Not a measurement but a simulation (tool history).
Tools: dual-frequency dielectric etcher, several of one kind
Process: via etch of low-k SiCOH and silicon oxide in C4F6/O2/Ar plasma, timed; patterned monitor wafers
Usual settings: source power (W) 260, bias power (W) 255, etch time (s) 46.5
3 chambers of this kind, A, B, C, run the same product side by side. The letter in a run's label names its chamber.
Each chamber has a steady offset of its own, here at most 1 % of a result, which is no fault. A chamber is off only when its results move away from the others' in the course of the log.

| run | hour | source power (W) | bias power (W) | etch time (s) | read-back reference wafer on the same gauge, depth_nm | mean etch depth across the wafer (Å) |
|---|---|---|---|---|---|---|
| 1A | 2.3 | 260 | 255 | 46.5 | 110.02 | 1163.30 |
| 2C | 4.9 | 260 | 255 | 46.5 | 110.03 | 1151.00 |
| 3B | 8.8 | 260 | 255 | 46.5 | 109.97 | 1149.50 |
| 4B | 12.0 | 260 | 255 | 46.5 | 109.96 | 1154.30 |
| 5C | 15.9 | 260 | 195 | 55.0 | 109.93 | 1239.10 |
| 6A | 18.1 | 260 | 195 | 55.0 | 110.03 | 1252.20 |
| 7A | 21.5 | 260 | 195 | 55.0 | 109.94 | 1248.10 |
| 8C | 25.6 | 260 | 255 | 46.5 | 110.02 | 1147.80 |
| 9B | 27.6 | 260 | 255 | 46.5 | 110.04 | 1160.10 |
| 10B | 30.8 | 260 | 255 | 46.5 | 110.04 | 1162.20 |
| 11A | 32.7 | 260 | 255 | 46.5 | 109.89 | 1161.60 |
| 12C | 35.6 | 260 | 255 | 46.5 | 109.94 | 1145.10 |
| 13B | 38.0 | 260 | 255 | 46.5 | 110.00 | 1174.50 |
| 14A | 40.0 | 260 | 255 | 46.5 | 110.02 | 1157.90 |
| 15C | 43.5 | 260 | 314 | 57.0 | 110.04 | 1505.40 |
| 16B | 46.0 | 260 | 314 | 57.0 | 109.97 | 1536.80 |
| 17A | 49.3 | 260 | 314 | 57.0 | 110.02 | 1520.60 |
|  | 52.7 | chamber A: wet clean of the chamber |
| 18C | 53.0 | 260 | 255 | 46.5 | 110.09 | 1137.90 |
| 19C | 57.2 | 260 | 255 | 46.5 | 109.97 | 1148.40 |
| 20A | 59.9 | 260 | 255 | 46.5 | 109.97 | 1160.50 |
| 21B | 63.0 | 260 | 255 | 46.5 | 109.96 | 1172.70 |
| 22A | 66.6 | 260 | 255 | 46.5 | 110.04 | 1159.90 |
| 23B | 69.9 | 260 | 255 | 46.5 | 110.10 | 1178.20 |
| 24C | 73.8 | 260 | 255 | 46.5 | 109.97 | 1150.60 |
| 25B | 77.7 | 260 | 255 | 46.5 | 110.02 | 1192.70 |
| 26A | 79.6 | 260 | 255 | 46.5 | 110.11 | 1158.00 |
| 27C | 82.3 | 260 | 255 | 46.5 | 110.06 | 1147.80 |
| 28B | 85.1 | 260 | 255 | 46.5 | 109.88 | 1184.60 |
| 29C | 88.8 | 260 | 255 | 46.5 | 109.96 | 1141.40 |
| 30A | 92.9 | 260 | 255 | 46.5 | 110.08 | 1157.00 |
| 31C | 96.9 | 260 | 255 | 46.5 | 110.05 | 1142.80 |
| 32A | 99.5 | 240 | 255 | 39.5 | 110.02 | 954.95 |
| 33B | 101.8 | 240 | 255 | 39.5 | 109.85 | 987.34 |

All 3 chambers run these settings next. Forecast each chamber's results:
| 34A | 104.9 | 310 | 255 | 46.5 |  | ? |
| 34B | 104.9 | 310 | 255 | 46.5 |  | ? |
| 34C | 104.9 | 310 | 255 | 46.5 |  | ? |

| run | mean etch depth across the wafer (Å) |
|---|---|
| 34A | 1243.60 |
| 34B | 1289.40 |
| 34C | 1227.20 |
